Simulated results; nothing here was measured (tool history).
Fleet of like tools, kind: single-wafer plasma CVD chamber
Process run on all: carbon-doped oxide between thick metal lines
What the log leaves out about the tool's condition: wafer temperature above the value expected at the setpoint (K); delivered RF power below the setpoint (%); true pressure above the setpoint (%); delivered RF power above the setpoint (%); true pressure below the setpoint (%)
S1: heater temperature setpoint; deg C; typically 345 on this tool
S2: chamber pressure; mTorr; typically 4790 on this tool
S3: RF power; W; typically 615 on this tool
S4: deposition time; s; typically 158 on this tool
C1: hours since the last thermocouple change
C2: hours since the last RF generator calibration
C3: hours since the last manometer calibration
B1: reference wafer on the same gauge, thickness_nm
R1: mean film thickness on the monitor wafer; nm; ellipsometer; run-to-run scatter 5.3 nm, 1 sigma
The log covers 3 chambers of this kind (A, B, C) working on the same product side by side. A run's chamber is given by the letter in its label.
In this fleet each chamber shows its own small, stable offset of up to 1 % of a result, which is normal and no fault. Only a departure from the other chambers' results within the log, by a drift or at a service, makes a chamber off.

Run 1B, hour 10.1: usual settings; C1 337.8; C2 173.8; C3 1686.3; B1 844.94. Result: R1 906.47 nm.
Run 2C, hour 20.8: usual settings; C1 1424.2; C2 1610.5; C3 655.4; B1 843.65. Result: R1 910.03 nm.
Run 3A, hour 25.9: usual settings; C1 1079.9; C2 983.6; C3 520.2; B1 843.84. Result: R1 903.35 nm.
Run 4A, hour 32.0: usual settings; C1 1086.0; C2 989.7; C3 526.3; B1 843.74. Result: R1 892.64 nm.
At hour 38.0: chamber A: RF generator calibrated.
Run 5B, hour 40.0: usual settings; C1 367.7; C2 203.7; C3 1716.2; B1 845.37. Result: R1 895.06 nm.
Run 6C, hour 48.0: usual settings; C1 1451.4; C2 1637.7; C3 682.6; B1 844.48. Result: R1 901.68 nm.
Run 7B, hour 53.7: usual settings; C1 381.4; C2 217.4; C3 1729.9; B1 845.13. Result: R1 899.17 nm.
Run 8A, hour 58.8: usual settings; C1 1112.8; C2 20.9; C3 553.1; B1 844.80. Result: R1 914.83 nm.
Run 9C, hour 68.0: usual settings; C1 1471.4; C2 1657.7; C3 702.6; B1 843.96. Result: R1 906.24 nm.
Run 10C, hour 78.6: usual settings; C1 1482.0; C2 1668.3; C3 713.2; B1 844.41. Result: R1 907.57 nm.
Run 11A, hour 86.4: usual settings; C1 1140.4; C2 48.5; C3 580.7; B1 845.14. Result: R1 906.21 nm.
Run 12B, hour 93.3: usual settings; C1 421.0; C2 257.0; C3 1769.5; B1 844.69. Result: R1 903.46 nm.
Run 13C, hour 99.3: usual settings; C1 1502.7; C2 1689.0; C3 733.9; B1 844.18. Result: R1 898.32 nm.
Run 14B, hour 105.4: usual settings; C1 433.1; C2 269.1; C3 1781.6; B1 844.65. Result: R1 899.23 nm.
Run 15A, hour 112.7: usual settings but S1 359 deg C, S2 4170 mTorr; C1 1166.7; C2 74.8; C3 607.0; B1 844.79. Result: R1 851.57 nm.
Run 16C, hour 122.6: usual settings but S1 359 deg C, S2 4170 mTorr; C1 1526.0; C2 1712.3; C3 757.2; B1 844.56. Result: R1 849.70 nm.
Run 17B, hour 129.2: usual settings but S1 359 deg C, S2 4170 mTorr; C1 456.9; C2 292.9; C3 1805.4; B1 844.43. Result: R1 858.43 nm.
Run 18A, hour 136.7: usual settings; C1 1190.7; C2 98.8; C3 631.0; B1 844.55. Result: R1 906.60 nm.
Run 19C, hour 145.5: usual settings; C1 1548.9; C2 1735.2; C3 780.1; B1 845.78. Result: R1 901.37 nm.
Run 20A, hour 151.8: usual settings but S1 337 deg C, S2 4320 mTorr; C1 1205.8; C2 113.9; C3 646.1; B1 844.43. Result: R1 917.56 nm.
Run 21B, hour 162.4: usual settings but S1 337 deg C, S2 4320 mTorr; C1 490.1; C2 326.1; C3 1838.6; B1 844.65. Result: R1 906.97 nm.
At hour 164.3: chamber B: capacitance manometer re-zeroed and calibrated.
Run 22A, hour 167.5: usual settings but S1 337 deg C, S2 4320 mTorr; C1 1221.5; C2 129.6; C3 661.8; B1 845.94. Result: R1 905.14 nm.
Run 23B, hour 177.0: usual settings; C1 504.7; C2 340.7; C3 12.7; B1 844.45. Result: R1 909.89 nm.
Run 24C, hour 185.6: usual settings; C1 1589.0; C2 1775.3; C3 820.2; B1 843.97. Result: R1 903.58 nm.
Run 25A, hour 196.6: usual settings but S1 360 deg C; C1 1250.6; C2 158.7; C3 690.9; B1 844.61. Result: R1 881.86 nm.
Run 26C, hour 205.3: usual settings but S1 360 deg C; C1 1608.7; C2 1795.0; C3 839.9; B1 845.36. Result: R1 874.53 nm.

Is one chamber off against the others, does the gauge drift, or is nothing wrong? If a chamber is off, say which, and what the likeliest cause is.

All chambers stay in line apart from their small fixed offsets, and the gauge does not drift.
